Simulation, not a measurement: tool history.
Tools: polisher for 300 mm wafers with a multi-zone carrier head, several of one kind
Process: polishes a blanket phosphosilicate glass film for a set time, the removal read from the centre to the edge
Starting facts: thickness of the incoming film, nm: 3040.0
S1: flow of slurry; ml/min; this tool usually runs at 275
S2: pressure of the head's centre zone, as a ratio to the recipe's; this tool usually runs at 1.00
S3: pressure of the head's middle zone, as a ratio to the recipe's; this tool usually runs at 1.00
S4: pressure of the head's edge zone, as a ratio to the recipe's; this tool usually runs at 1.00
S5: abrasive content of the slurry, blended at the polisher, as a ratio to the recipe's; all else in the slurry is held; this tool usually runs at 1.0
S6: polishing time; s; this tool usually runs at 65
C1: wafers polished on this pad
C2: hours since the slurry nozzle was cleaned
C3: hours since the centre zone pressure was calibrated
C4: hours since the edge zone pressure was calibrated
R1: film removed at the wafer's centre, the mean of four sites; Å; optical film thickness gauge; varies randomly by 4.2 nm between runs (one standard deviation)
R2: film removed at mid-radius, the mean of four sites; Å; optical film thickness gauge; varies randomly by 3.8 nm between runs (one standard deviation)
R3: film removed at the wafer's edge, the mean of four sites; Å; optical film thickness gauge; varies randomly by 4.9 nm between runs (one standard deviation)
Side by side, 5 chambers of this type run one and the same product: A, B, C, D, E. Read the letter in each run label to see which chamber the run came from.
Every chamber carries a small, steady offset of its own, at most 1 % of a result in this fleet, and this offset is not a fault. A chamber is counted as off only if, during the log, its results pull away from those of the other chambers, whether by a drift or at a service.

run	hour	S1	S2	S3	S4	S5	S6	C1	C2	C3	C4	R1	R2	R3
# hour 2.1: chamber B: edge zone pressure recalibrated
# hour 4.7: chamber B: centre zone pressure recalibrated
# hour 8.7: chamber D: worn pad replaced by a new one
# hour 9.6: chamber A: worn pad replaced by a new one
1D	11.0	275	1.00	1.00	1.00	1.0	65	31	220.1	858.9	1039.5	3886.0	3959.9	3913.0
2E	19.1	275	1.00	1.00	1.00	1.0	65	804	394.5	674.8	151.8	3988.1	3839.1	3900.9
3C	26.7	275	1.00	1.00	1.00	1.0	65	1211	212.6	188.0	281.8	3935.4	3857.6	3854.2
# hour 29.6: chamber C: edge zone pressure recalibrated
4A	40.3	275	1.00	1.00	1.00	1.0	65	409	746.4	706.1	205.1	3979.8	3945.3	3946.9
# hour 44.5: chamber E: slurry nozzle cleaned
# hour 48.2: chamber C: worn pad replaced by a new one
# hour 52.1: chamber B: worn pad replaced by a new one
# hour 53.7: chamber B: slurry nozzle cleaned
5B	55.3	275	1.00	1.00	1.00	1.0	65	42	1.6	50.7	53.2	3990.9	3868.2	3906.3
6A	62.5	275	1.00	1.00	1.00	1.0	65	704	768.6	728.3	227.3	3923.3	3886.0	3884.8
7C	76.5	275	1.00	1.00	1.00	1.0	65	377	262.4	237.8	47.0	3926.6	3831.9	3945.7
8D	91.5	275	1.00	1.00	1.00	1.0	65	1102	300.6	939.4	1120.0	3880.6	3925.6	3851.4
# hour 94.3: chamber D: worn pad replaced by a new one
# hour 99.4: chamber A: worn pad replaced by a new one
9E	105.0	275	1.00	1.00	1.00	1.0	65	1948	60.6	760.7	237.7	3861.2	3874.7	3846.6
10B	120.6	275	1.00	1.00	1.00	1.0	65	911	66.9	116.0	118.5	3953.4	3906.9	3859.7
11A	132.1	345	1.00	1.09	1.00	1.0	65	435	838.2	797.9	296.9	4038.5	4320.6	4009.9
# hour 144.3: chamber C: worn pad replaced by a new one
12E	147.6	345	1.00	1.09	1.00	1.0	65	2514	103.2	803.3	280.3	3980.2	4310.8	3943.7
# hour 154.2: chamber C: slurry nozzle cleaned
13B	161.6	345	1.00	1.09	1.00	1.0	65	1457	107.9	157.0	159.5	4046.0	4341.3	3913.3
# hour 164.7: chamber B: worn pad replaced by a new one
# hour 173.6: chamber A: slurry nozzle cleaned
14D	176.5	345	1.00	1.09	1.00	1.0	65	1095	385.6	1024.4	1205.0	4064.4	4332.5	3965.2
# hour 182.5: chamber D: worn pad replaced by a new one
15C	185.6	345	1.00	1.09	1.00	1.0	65	550	31.4	346.9	156.1	4028.5	4207.8	3974.8
16C	195.1	275	1.00	1.00	1.00	1.0	65	677	40.9	356.4	165.6	3802.7	3969.6	4005.7
# hour 203.4: chamber A: worn pad replaced by a new one
17D	208.3	275	1.00	1.00	1.00	1.0	65	343	417.4	1056.2	1236.8	3908.5	3894.5	3937.6
18B	222.8	275	1.00	1.00	1.00	1.0	65	773	169.1	218.2	220.7	3909.6	3897.7	3946.3
# hour 226.4: chamber D: edge zone pressure recalibrated
# hour 235.2: chamber C: worn pad replaced by a new one
19E	238.9	275	1.00	1.00	1.00	1.0	65	3730	194.5	894.6	371.6	3793.4	3814.6	3771.3
20A	247.9	275	1.00	1.00	1.00	1.0	65	593	74.4	913.7	412.7	3980.9	3938.0	3930.0
21B	255.4	275	1.00	1.00	1.00	1.0	65	1207	201.7	250.8	253.3	3968.2	3929.8	3897.0
22D	267.7	275	0.96	1.00	1.00	1.0	65	1134	476.8	1115.6	41.3	3778.2	3981.7	3852.7
# hour 271.0: chamber B: worn pad replaced by a new one
# hour 281.6: chamber D: worn pad replaced by a new one
23C	281.7	275	0.96	1.00	1.00	1.0	65	619	127.5	443.0	252.2	3769.8	3939.2	3919.2
# hour 297.3: chamber A: worn pad replaced by a new one
24A	298.0	275	0.96	1.00	1.00	1.0	65	9	124.5	963.8	462.8	3813.3	3908.8	4044.5
# hour 305.4: chamber A: centre zone pressure recalibrated
25E	309.0	275	0.96	1.00	1.00	1.0	65	4662	264.6	964.7	441.7	3527.1	3621.0	3650.7
26E	321.5	275	0.96	1.00	1.00	1.0	65	4829	277.1	977.2	454.2	3550.9	3735.0	3693.9
# hour 322.4: chamber A: edge zone pressure recalibrated
# hour 323.3: chamber C: worn pad replaced by a new one
# hour 326.1: chamber D: centre zone pressure recalibrated
# hour 328.9: chamber C: edge zone pressure recalibrated
27C	329.6	275	1.00	1.00	1.00	1.0	65	84	175.4	490.9	0.8	3889.1	3978.3	3916.4
28A	341.8	210	1.00	1.00	1.05	1.0	65	592	168.3	36.5	19.4	3832.6	3786.8	3894.2
29B	351.5	210	1.00	1.00	1.05	1.0	65	1071	297.8	346.9	349.4	3788.8	3717.0	3917.5
30D	363.3	210	1.00	1.00	1.05	1.0	65	1088	572.4	37.2	136.9	3769.7	3780.8	3870.4
# hour 374.8: chamber B: worn pad replaced by a new one
31D	376.4	210	1.00	1.00	1.05	1.0	65	1262	585.5	50.3	150.0	3817.7	3767.2	3838.1
# hour 379.5: chamber E: centre zone pressure recalibrated
# hour 385.1: chamber D: worn pad replaced by a new one
32C	391.5	210	1.00	1.00	1.05	1.0	65	908	237.3	552.8	62.7	3760.7	3786.7	3927.3
33B	399.8	275	1.00	1.00	1.00	1.0	65	332	346.1	395.2	397.7	3932.5	3922.1	4023.3
# hour 404.5: chamber A: worn pad replaced by a new one
34A	407.4	275	1.00	1.00	1.00	1.0	65	39	233.9	102.1	85.0	3878.6	3901.6	3933.2
# hour 412.4: chamber C: worn pad replaced by a new one
35E	418.2	275	1.00	1.00	1.00	1.0	65	6116	373.8	38.8	550.9	3615.8	3580.4	3505.6
# hour 423.3: chamber B: centre zone pressure recalibrated
36E	431.6	275	1.00	1.00	1.00	1.0	65	6294	387.2	52.2	564.3	3581.4	3511.9	3601.7
# hour 445.0: chamber E: slurry nozzle cleaned
37C	445.5	275	1.00	1.00	1.00	1.0	65	440	291.3	606.8	116.7	3919.7	3936.8	3980.1
38B	461.5	275	1.00	1.00	1.00	0.7	65	1153	407.8	38.3	459.4	3319.3	3233.0	3272.4
39A	476.3	275	1.00	1.00	1.00	0.7	65	956	302.8	171.0	153.9	3323.2	3237.2	3390.3
40D	484.7	275	1.00	1.00	1.00	0.7	65	1326	693.8	158.6	258.3	3257.9	3317.0	3243.8
41E	495.9	275	1.00	1.00	1.00	0.7	65	7150	51.0	116.5	628.6	2940.7	2932.9	2876.5

Decide between three cases: one chamber stands off from its peers, the gauge reading all wafers drifts, or nothing is wrong past each chamber's small offset. Where a chamber is off, say which and what most likely put it there.

Chamber E drifts away from the others.
Most likely cause: removal rate lost through wear of the pad, % = 11.1.

Which of the 4 candidates below, each the usual settings with something changed and its results left as question marks, puts chamber E back in line with what the other chambers give on the usual settings?
Counts as in line when no further than this from what the other chambers average on the usual settings: R1 150.0 Å; R2 130.0 Å; R3 170.0 Å
42E-1	507.7	275	1.00	1.00	1.00	1.00	68					?	?	?
42E-2	507.7	275	1.00	1.00	0.99	0.95	59					?	?	?
42E-3	507.7	275	1.00	1.00	1.00	1.00	62					?	?	?
42E-4	507.7	275	1.00	1.00	1.01	1.05	72					?	?	?

The mean the other chambers reach with the usual settings: R1 3921.4 Å; R2 3915.3 Å; R3 3918.2 Å
run	R1	R2	R3
42E-1	3641.3	3632.8	3605.6
42E-2	3084.3	3077.2	3038.1
42E-3	3320.0	3312.3	3287.4
42E-4	3942.1	3932.9	3923.7
42E-4 puts the chamber back in line with the other chambers.

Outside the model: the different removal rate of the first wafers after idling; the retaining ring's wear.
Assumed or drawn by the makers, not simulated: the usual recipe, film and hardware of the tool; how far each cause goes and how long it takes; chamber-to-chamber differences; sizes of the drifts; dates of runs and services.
